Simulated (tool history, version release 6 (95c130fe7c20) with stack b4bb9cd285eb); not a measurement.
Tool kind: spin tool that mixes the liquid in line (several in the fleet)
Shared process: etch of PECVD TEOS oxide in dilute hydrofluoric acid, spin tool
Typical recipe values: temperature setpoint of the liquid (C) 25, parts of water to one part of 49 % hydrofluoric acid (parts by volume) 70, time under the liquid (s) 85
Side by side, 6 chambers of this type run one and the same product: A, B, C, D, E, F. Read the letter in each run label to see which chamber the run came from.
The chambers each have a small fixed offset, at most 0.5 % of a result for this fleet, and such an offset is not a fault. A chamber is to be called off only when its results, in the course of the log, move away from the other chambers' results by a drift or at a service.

run   hour  temperature setpoint of the liquid (C)  parts of water to one part of 49 % hydrofluoric acid (parts by volume)  time under the liquid (s)  read-back film thickness of the PECVD TEOS oxide reference wafer, read on the same gauge (nm)  thickness taken off the PECVD TEOS oxide on a monitor wafer (nm)
 1D    2.5                                      25                                                                      70                         85                                                                                         39.987                                                            11.282
 2C    6.4                                      25                                                                      70                         85                                                                                         40.024                                                            11.158
 3A    9.9                                      25                                                                      70                         85                                                                                         39.982                                                            11.138
 4E   12.3                                      25                                                                      70                         85                                                                                         40.003                                                            11.272
 5F   14.8                                      25                                                                      70                         85                                                                                          40.03                                                              11.3
 6B   18.7                                      25                                                                      45                        130                                                                                         40.002                                                            27.657
 7B   22.8                                      25                                                                      45                        130                                                                                         39.998                                                            27.876
 8F   26.7                                      25                                                                      45                        130                                                                                         39.994                                                            27.957
 9D     31                                      25                                                                      45                        130                                                                                         39.998                                                            27.673
      31.4  -- chamber D: thermometer replaced
10A   33.7                                      25                                                                      45                        130                                                                                         40.009                                                            27.999
11E   37.1                                      25                                                                      45                        130                                                                                         39.998                                                            27.227
12C   39.8                                      25                                                                      70                         85                                                                                          39.99                                                            11.334
13D   41.7                                      25                                                                      70                         85                                                                                         40.018                                                            11.137
14E     45                                      25                                                                      70                         85                                                                                         40.023                                                            11.115
15A   47.4                                      25                                                                      70                         85                                                                                         39.987                                                            11.211
16F   51.6                                      30                                                                      70                         85                                                                                         40.028                                                            13.851
17B   55.9                                      30                                                                      70                         85                                                                                         39.992                                                            13.501
18C   58.8                                      30                                                                      70                         85                                                                                         40.012                                                            13.817
19A   61.8                                      30                                                                      70                         85                                                                                         39.998                                                            13.731
20D   64.3                                      30                                                                      70                         85                                                                                         40.006                                                            13.592
21E   68.3                                      30                                                                      70                         85                                                                                         40.001                                                            13.348
22B   71.3                                      22                                                                      45                         85                                                                                         40.011                                                            15.892
23C   74.2                                      22                                                                      45                         85                                                                                         39.998                                                            16.053
24F   77.9                                      22                                                                      45                         85                                                                                         39.982                                                            16.318
25B   80.9                                      22                                                                      45                         85                                                                                         39.993                                                            16.016
26A   84.8                                      22                                                                      45                         85                                                                                         40.016                                                            15.939
27E   87.3                                      22                                                                      45                         85                                                                                         40.013                                                            15.697
28F   89.5                                      25                                                                      70                         85                                                                                         39.987                                                            11.313
29D   92.3                                      25                                                                      70                         85                                                                                         40.003                                                            11.292
30C   95.5                                      25                                                                      70                         85                                                                                         40.007                                                             11.32
31C   97.7                                      25                                                                      90                         85                                                                                         40.013                                                            8.2889
32A  101.5                                      25                                                                      90                         85                                                                                         39.998                                                            8.5722
     101.9  -- chamber D: hydrofluoric acid flow meter replaced
33F  104.2                                      25                                                                      90                         85                                                                                         39.996                                                            8.4839
34D  107.8                                      25                                                                      90                         85                                                                                         40.004                                                            8.4123
35E  110.6                                      25                                                                      90                         85                                                                                         40.011                                                            8.5515
36B  114.5                                      25                                                                      90                         85                                                                                         40.006                                                            8.4597
37C  116.8                                    23.5                                                                      70                         85                                                                                         40.017                                                            10.646

All chambers now run identical settings, listed one chamber a line with results as question marks. What results will each chamber show?
38A  119.9                                      25                                                                      70                         85                                                                                                                                                                ?
38B  119.9                                      25                                                                      70                         85                                                                                                                                                                ?
38C  119.9                                      25                                                                      70                         85                                                                                                                                                                ?
38D  119.9                                      25                                                                      70                         85                                                                                                                                                                ?
38E  119.9                                      25                                                                      70                         85                                                                                                                                                                ?
38F  119.9                                      25                                                                      70                         85                                                                                                                                                                ?

run  thickness taken off the PECVD TEOS oxide on a monitor wafer (nm)
38A                                                            11.164
38B                                                            11.264
38C                                                            11.139
38D                                                            11.271
38E                                                            11.243
38F                                                            11.347
